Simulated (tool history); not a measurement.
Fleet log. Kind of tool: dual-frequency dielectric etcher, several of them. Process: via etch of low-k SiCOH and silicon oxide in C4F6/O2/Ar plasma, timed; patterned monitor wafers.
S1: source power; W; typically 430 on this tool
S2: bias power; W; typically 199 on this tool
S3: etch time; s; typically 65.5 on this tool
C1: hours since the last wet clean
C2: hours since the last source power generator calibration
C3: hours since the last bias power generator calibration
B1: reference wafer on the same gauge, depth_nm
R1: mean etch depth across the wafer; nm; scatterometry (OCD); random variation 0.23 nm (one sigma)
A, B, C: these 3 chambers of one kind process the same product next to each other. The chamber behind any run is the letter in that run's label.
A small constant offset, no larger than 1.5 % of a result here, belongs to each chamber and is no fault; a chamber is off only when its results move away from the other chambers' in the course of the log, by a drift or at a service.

run	hour	S1	S2	S3	C1	C2	C3	B1	R1
1C	7.3	430	199	65.5	254.4	1479.9	677.2	159.96	195.84
2A	16.0	430	199	65.5	125.6	1907.8	2194.8	159.90	195.13
3B	23.3	430	199	65.5	399.4	1691.2	1531.3	159.93	196.72
4C	29.9	430	199	65.5	277.0	1502.5	699.8	159.89	195.82
5B	35.6	430	199	65.5	411.7	1703.5	1543.6	159.90	196.57
6A	43.4	430	199	65.5	153.0	1935.2	2222.2	159.84	195.10
7A	51.7	430	199	65.5	161.3	1943.5	2230.5	159.84	194.54
8C	60.7	370	199	73.0	307.8	1533.3	730.6	159.76	206.06
9B	66.5	370	199	73.0	442.6	1734.4	1574.5	159.78	206.76
10B	73.1	370	199	73.0	449.2	1741.0	1581.1	159.75	206.29
11C	83.2	430	199	65.5	330.3	1555.8	753.1	159.75	195.66
12A	93.7	430	199	65.5	203.3	1985.5	2272.5	159.70	194.49
# hour 99.2: chamber C: wet clean of the chamber
13C	102.3	430	199	65.5	3.2	1574.9	772.2	159.64	195.78
14B	111.5	430	199	65.5	487.6	1779.4	1619.5	159.66	196.55
# hour 118.3: chamber A: bias power generator calibrated
15A	118.4	430	199	65.5	228.0	2010.2	0.2	159.61	194.70
16B	125.5	430	199	65.5	501.6	1793.4	1633.5	159.53	196.05
17C	131.3	400	199	65.5	32.2	1603.9	801.2	159.57	189.90
18A	141.4	400	199	65.5	251.0	2033.2	23.2	159.51	188.91
19B	150.6	400	199	65.5	526.7	1818.5	1658.6	159.52	190.85
20C	159.0	430	175	65.5	59.9	1631.6	828.9	159.42	187.57
# hour 162.6: chamber B: wet clean of the chamber
21A	165.5	430	175	65.5	275.1	2057.3	47.3	159.45	186.86
22B	172.5	430	175	65.5	9.9	1840.4	1680.5	159.42	188.49
23A	181.9	430	199	65.5	291.5	2073.7	63.7	159.40	194.49
24C	188.8	470	199	80.5	89.7	1661.4	858.7	159.37	247.80
25B	198.2	470	199	80.5	35.6	1866.1	1706.2	159.31	249.32
26A	204.1	470	199	80.5	313.7	2095.9	85.9	159.31	246.90
27C	209.0	430	199	65.5	109.9	1681.6	878.9	159.32	194.96
28A	214.3	430	199	65.5	323.9	2106.1	96.1	159.33	194.66
29B	222.4	430	199	65.5	59.8	1890.3	1730.4	159.25	195.75

All 3 chambers run these settings next. Forecast each chamber's results:
30A	229.9	500	199	65.5					?
30B	229.9	500	199	65.5					?
30C	229.9	500	199	65.5					?

run	R1
30A	206.36
30B	207.28
30C	206.24

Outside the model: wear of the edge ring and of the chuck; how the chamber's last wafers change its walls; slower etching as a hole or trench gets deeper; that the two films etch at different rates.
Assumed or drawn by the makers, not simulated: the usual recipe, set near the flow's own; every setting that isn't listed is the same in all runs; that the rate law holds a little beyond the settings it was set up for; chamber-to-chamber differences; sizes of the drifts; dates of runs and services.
